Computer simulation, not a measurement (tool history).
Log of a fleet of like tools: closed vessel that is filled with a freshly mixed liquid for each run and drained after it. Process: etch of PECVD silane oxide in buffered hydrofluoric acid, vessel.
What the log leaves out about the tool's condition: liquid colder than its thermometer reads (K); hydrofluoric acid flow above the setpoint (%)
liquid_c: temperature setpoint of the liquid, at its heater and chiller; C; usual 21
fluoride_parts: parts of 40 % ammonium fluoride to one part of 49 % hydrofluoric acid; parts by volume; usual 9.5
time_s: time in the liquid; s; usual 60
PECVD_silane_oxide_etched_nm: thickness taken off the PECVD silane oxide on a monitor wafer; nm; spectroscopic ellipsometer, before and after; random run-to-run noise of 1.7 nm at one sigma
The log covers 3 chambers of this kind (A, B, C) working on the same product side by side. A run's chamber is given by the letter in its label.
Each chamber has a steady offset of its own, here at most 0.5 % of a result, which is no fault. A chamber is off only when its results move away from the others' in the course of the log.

run	hour	liquid_c	fluoride_parts	time_s	hours since the thermometer was replaced	hours since the hydrofluoric acid flow meter was replaced	read-back film thickness of the PECVD silane oxide reference wafer, read on the same gauge (nm)	PECVD_silane_oxide_etched_nm
1C	9	21	9.5	60	352.4	403.6	130.02	180.67
2B	20	21	9.5	60	253.5	683.2	130.02	181.2
3A	32.9	21	9.5	60	450.3	677.9	130.01	179.43
4C	40.3	21	9.5	60	383.7	434.9	130	178.58
5A	52.5	21	7	85	469.9	697.5	129.94	344.34
6B	59.6	21	7	85	293.1	722.8	130	341.72
7C	74.2	21	7	85	417.6	468.8	129.97	346.62
8B	82.8	21	7.5	35	316.3	746	129.98	130.47
9A	93.4	21	7.5	35	510.8	738.4	130.03	133.6
10C	105.4	21	7.5	35	448.8	500	129.97	129.94
# hour 114.7: chamber C: hydrofluoric acid flow meter replaced
11B	116.4	21	9.5	60	349.9	779.6	129.97	181.45
12A	131.4	21	9.5	60	548.8	776.4	129.99	177.32
13C	144.2	21	9.5	60	487.6	29.6	130.02	170.86
14A	155.2	18	11	60	572.6	800.2	130.04	134.51
15B	165.3	18	11	60	398.8	828.5	130.03	133.04
16A	175.4	18	11	60	592.8	820.4	130.01	131.02
17C	183.6	19.5	9.5	60	527	69	130.03	153.52
18B	193.1	19.5	9.5	60	426.6	856.3	129.98	163.47
19B	209.7	19.5	9.5	60	443.2	872.9	130	166.5
20A	218.9	21	9.5	60	636.3	863.9	130.05	178.88

Decide between three cases: one chamber stands off from its peers, the gauge reading all wafers drifts, or nothing is wrong past each chamber's small offset. Where a chamber is off, say which and what most likely put it there.

It is chamber C that slowly wanders off from its peers.
Cause: liquid colder than its thermometer reads (K) = 1.67.

Here are 4 candidates for chamber C's next run, each the usual settings with a change, their results left as question marks. Which one brings its results back in line with what the others give on the usual settings?
A result is in line if it is within this distance of the other chambers' mean on the usual settings: PECVD_silane_oxide_etched_nm 5.8 nm
21C-1	230.7	20.5	10	55				?
21C-2	230.7	21	9.5	65				?
21C-3	230.7	21	8	60				?
21C-4	230.7	21	9.5	55				?

The mean the other chambers reach with the usual settings: PECVD_silane_oxide_etched_nm 179.34 nm
run	PECVD_silane_oxide_etched_nm
21C-1	141.25
21C-2	177.42
21C-3	193.33
21C-4	150.13
The right change is 21C-2: it brings the chamber back within the allowed miss of the others.
